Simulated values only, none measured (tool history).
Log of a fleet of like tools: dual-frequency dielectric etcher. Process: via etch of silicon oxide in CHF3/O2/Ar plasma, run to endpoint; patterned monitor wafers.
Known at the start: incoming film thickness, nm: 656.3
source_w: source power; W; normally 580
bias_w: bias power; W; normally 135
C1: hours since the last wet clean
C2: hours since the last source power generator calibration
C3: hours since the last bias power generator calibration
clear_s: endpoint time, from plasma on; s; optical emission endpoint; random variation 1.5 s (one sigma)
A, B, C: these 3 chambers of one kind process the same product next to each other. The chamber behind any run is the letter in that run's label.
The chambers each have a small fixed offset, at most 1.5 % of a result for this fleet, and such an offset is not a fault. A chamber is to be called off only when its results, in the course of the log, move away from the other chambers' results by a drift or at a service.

run 1C hour=5.2 | source_w=580 bias_w=135 | C1=175.3 C2=1105.5 C3=3368.7 | clear_s=364.99
run 2B hour=15.9 | source_w=580 bias_w=135 | C1=132.5 C2=492.6 C3=1977.9 | clear_s=364.68
run 3A hour=24.9 | source_w=580 bias_w=135 | C1=51.6 C2=2429.1 C3=1595.2 | clear_s=371.22
run 4B hour=31.4 | source_w=580 bias_w=135 | C1=148.0 C2=508.1 C3=1993.4 | clear_s=370.89
run 5A hour=39.9 | source_w=580 bias_w=135 | C1=66.6 C2=2444.1 C3=1610.2 | clear_s=372.74
run 6C hour=51.4 | source_w=580 bias_w=135 | C1=221.5 C2=1151.7 C3=3414.9 | clear_s=368.16
run 7B hour=57.7 | source_w=580 bias_w=157 | C1=174.3 C2=534.4 C3=2019.7 | clear_s=351.17
run 8C hour=67.7 | source_w=580 bias_w=157 | C1=237.8 C2=1168.0 C3=3431.2 | clear_s=348.68
run 9A hour=73.7 | source_w=580 bias_w=157 | C1=100.4 C2=2477.9 C3=1644.0 | clear_s=356.51
run 10C hour=81.9 | source_w=520 bias_w=135 | C1=252.0 C2=1182.2 C3=3445.4 | clear_s=381.09
run 11A hour=90.3 | source_w=520 bias_w=135 | C1=117.0 C2=2494.5 C3=1660.6 | clear_s=388.02
run 12B hour=97.1 | source_w=520 bias_w=135 | C1=213.7 C2=573.8 C3=2059.1 | clear_s=380.83
run 13A hour=102.2 | source_w=580 bias_w=135 | C1=128.9 C2=2506.4 C3=1672.5 | clear_s=370.14
run 14C hour=111.3 | source_w=580 bias_w=135 | C1=281.4 C2=1211.6 C3=3474.8 | clear_s=364.99
run 15B hour=116.8 | source_w=580 bias_w=135 | C1=233.4 C2=593.5 C3=2078.8 | clear_s=369.71
run 16A hour=127.7 | source_w=580 bias_w=135 | C1=154.4 C2=2531.9 C3=1698.0 | clear_s=371.97
run 17C hour=135.5 | source_w=580 bias_w=135 | C1=305.6 C2=1235.8 C3=3499.0 | clear_s=363.80
run 18B hour=142.3 | source_w=580 bias_w=135 | C1=258.9 C2=619.0 C3=2104.3 | clear_s=368.11
run 19A hour=147.4 | source_w=580 bias_w=135 | C1=174.1 C2=2551.6 C3=1717.7 | clear_s=374.17
run 20B hour=155.1 | source_w=580 bias_w=135 | C1=271.7 C2=631.8 C3=2117.1 | clear_s=366.90
run 21C hour=161.1 | source_w=620 bias_w=111 | C1=331.2 C2=1261.4 C3=3524.6 | clear_s=380.47
run 22C hour=167.7 | source_w=620 bias_w=111 | C1=337.8 C2=1268.0 C3=3531.2 | clear_s=376.96

What goes on in this fleet: one chamber off, a drifting gauge, or nothing beyond the chambers' own small offsets? Name the chamber and the cause, if any.

Beyond each chamber's small constant offset nothing stands out, and the gauge stays steady.
